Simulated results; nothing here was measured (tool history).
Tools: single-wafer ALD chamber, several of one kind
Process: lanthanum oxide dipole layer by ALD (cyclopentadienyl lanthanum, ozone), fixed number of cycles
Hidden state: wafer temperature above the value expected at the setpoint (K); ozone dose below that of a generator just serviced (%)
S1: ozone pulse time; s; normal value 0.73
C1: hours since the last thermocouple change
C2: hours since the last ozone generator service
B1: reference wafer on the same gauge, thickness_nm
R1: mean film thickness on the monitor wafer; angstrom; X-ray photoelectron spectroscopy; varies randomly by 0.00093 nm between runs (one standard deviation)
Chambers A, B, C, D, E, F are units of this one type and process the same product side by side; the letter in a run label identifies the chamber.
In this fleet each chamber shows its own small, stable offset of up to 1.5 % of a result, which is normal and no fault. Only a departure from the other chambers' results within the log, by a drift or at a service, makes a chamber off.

{"run": "1D", "day": 0.275, "S1": 0.73, "C1": 1597.9, "C2": 1586.6, "B1": 0.51196, "R1": 4.3801}
{"run": "2A", "day": 0.475, "S1": 0.73, "C1": 1285.3, "C2": 372.4, "B1": 0.51183, "R1": 4.3995}
{"run": "3B", "day": 0.758, "S1": 0.73, "C1": 619.9, "C2": 1263.4, "B1": 0.5119, "R1": 4.3894}
{"run": "4C", "day": 1.075, "S1": 0.73, "C1": 212.2, "C2": 874.8, "B1": 0.51196, "R1": 4.433}
{"run": "5F", "day": 1.333, "S1": 0.73, "C1": 1213.7, "C2": 361.6, "B1": 0.51206, "R1": 4.4501}
{"run": "6E", "day": 1.488, "S1": 0.73, "C1": 1629.8, "C2": 332.5, "B1": 0.51199, "R1": 4.4177}
{"run": "7D", "day": 1.75, "S1": 0.73, "C1": 1633.3, "C2": 1622.0, "B1": 0.51182, "R1": 4.4014}
{"run": "8A", "day": 1.979, "S1": 0.73, "C1": 1321.4, "C2": 408.5, "B1": 0.51227, "R1": 4.4285}
{"day": 2.15, "done": "chamber D: ozone generator serviced"}
{"run": "9C", "day": 2.15, "S1": 0.73, "C1": 238.0, "C2": 900.6, "B1": 0.51232, "R1": 4.417}
{"run": "10B", "day": 2.4, "S1": 0.73, "C1": 659.3, "C2": 1302.8, "B1": 0.51211, "R1": 4.3923}
{"run": "11E", "day": 2.629, "S1": 0.73, "C1": 1657.2, "C2": 359.9, "B1": 0.51176, "R1": 4.4212}
{"run": "12F", "day": 2.908, "S1": 0.73, "C1": 1251.5, "C2": 399.4, "B1": 0.51195, "R1": 4.4366}
{"run": "13A", "day": 3.229, "S1": 0.73, "C1": 1351.4, "C2": 438.5, "B1": 0.51197, "R1": 4.3932}
{"run": "14E", "day": 3.512, "S1": 0.73, "C1": 1678.4, "C2": 381.1, "B1": 0.51224, "R1": 4.4115}
{"run": "15D", "day": 3.733, "S1": 0.51, "C1": 1680.9, "C2": 38.0, "B1": 0.51196, "R1": 3.6781}
{"run": "16C", "day": 3.967, "S1": 0.51, "C1": 281.6, "C2": 944.2, "B1": 0.51196, "R1": 3.6798}
{"run": "17B", "day": 4.229, "S1": 0.51, "C1": 703.2, "C2": 1346.7, "B1": 0.5123, "R1": 3.6955}
{"run": "18F", "day": 4.442, "S1": 0.51, "C1": 1288.3, "C2": 436.2, "B1": 0.51214, "R1": 3.697}
{"run": "19F", "day": 4.633, "S1": 0.51, "C1": 1292.9, "C2": 440.8, "B1": 0.51194, "R1": 3.7021}
{"run": "20B", "day": 4.829, "S1": 0.51, "C1": 717.6, "C2": 1361.1, "B1": 0.51187, "R1": 3.6806}
{"run": "21A", "day": 5.0, "S1": 0.85, "C1": 1393.9, "C2": 481.0, "B1": 0.51174, "R1": 4.6875}
{"run": "22C", "day": 5.338, "S1": 0.85, "C1": 314.5, "C2": 977.1, "B1": 0.51222, "R1": 4.7224}
{"run": "23E", "day": 5.588, "S1": 0.85, "C1": 1728.2, "C2": 430.9, "B1": 0.51177, "R1": 4.6925}
{"run": "24D", "day": 5.796, "S1": 0.85, "C1": 1730.4, "C2": 87.5, "B1": 0.51203, "R1": 4.6865}
{"run": "25A", "day": 6.129, "S1": 0.85, "C1": 1421.0, "C2": 508.1, "B1": 0.51194, "R1": 4.6547}
{"run": "26C", "day": 6.338, "S1": 0.85, "C1": 338.5, "C2": 1001.1, "B1": 0.51179, "R1": 4.7163}
{"run": "27B", "day": 6.546, "S1": 0.51, "C1": 758.8, "C2": 1402.3, "B1": 0.51213, "R1": 3.682}
{"run": "28F", "day": 6.775, "S1": 0.51, "C1": 1344.3, "C2": 492.2, "B1": 0.51199, "R1": 3.7148}
{"run": "29E", "day": 7.121, "S1": 0.51, "C1": 1765.0, "C2": 467.7, "B1": 0.51202, "R1": 3.6724}
{"run": "30D", "day": 7.392, "S1": 0.51, "C1": 1768.7, "C2": 125.8, "B1": 0.5121, "R1": 3.6638}
{"run": "31D", "day": 7.542, "S1": 0.51, "C1": 1772.3, "C2": 129.4, "B1": 0.5123, "R1": 3.6895}
{"run": "32A", "day": 7.821, "S1": 0.51, "C1": 1461.6, "C2": 548.7, "B1": 0.51176, "R1": 3.6102}
{"run": "33C", "day": 8.004, "S1": 0.55, "C1": 378.5, "C2": 1041.1, "B1": 0.51192, "R1": 3.8529}
{"run": "34E", "day": 8.279, "S1": 0.55, "C1": 1792.8, "C2": 495.5, "B1": 0.51157, "R1": 3.8234}
{"run": "35B", "day": 8.438, "S1": 0.55, "C1": 804.2, "C2": 1447.7, "B1": 0.51236, "R1": 3.8419}
{"run": "36F", "day": 8.692, "S1": 0.55, "C1": 1390.3, "C2": 538.2, "B1": 0.5123, "R1": 3.8623}
{"run": "37D", "day": 8.942, "S1": 0.55, "C1": 1805.9, "C2": 163.0, "B1": 0.51205, "R1": 3.8271}
{"run": "38E", "day": 9.171, "S1": 0.55, "C1": 1814.2, "C2": 516.9, "B1": 0.51191, "R1": 3.838}

Does one chamber stand apart from the rest, does the shared gauge drift, or is all well apart from small per-chamber offsets? Give the chamber and the most likely cause, where there is one.

One chamber, A, drifts off from the rest bit by bit.
Cause: ozone dose below that of a generator just serviced (%) = 4.84.

Which of the 4 candidates below, each the usual settings with something changed and its results left as question marks, puts chamber A back in line with what the other chambers give on the usual settings?
Allowed miss from the other chambers' usual-settings mean, per result, to count as in line: R1 0.0350 angstrom
{"run": "39A-1", "day": 9.417, "S1": 0.79, "R1": "?"}
{"run": "39A-2", "day": 9.417, "S1": 0.77, "R1": "?"}
{"run": "39A-3", "day": 9.417, "S1": 0.68, "R1": "?"}
{"run": "39A-4", "day": 9.417, "S1": 0.7, "R1": "?"}

The mean the other chambers reach with the usual settings: R1 4.4161 angstrom
run=39A-1 R1=4.4652
run=39A-2 R1=4.4161
run=39A-3 R1=4.1709
run=39A-4 R1=4.2291
39A-2 is the one that brings the chamber's results back in line with the other chambers.

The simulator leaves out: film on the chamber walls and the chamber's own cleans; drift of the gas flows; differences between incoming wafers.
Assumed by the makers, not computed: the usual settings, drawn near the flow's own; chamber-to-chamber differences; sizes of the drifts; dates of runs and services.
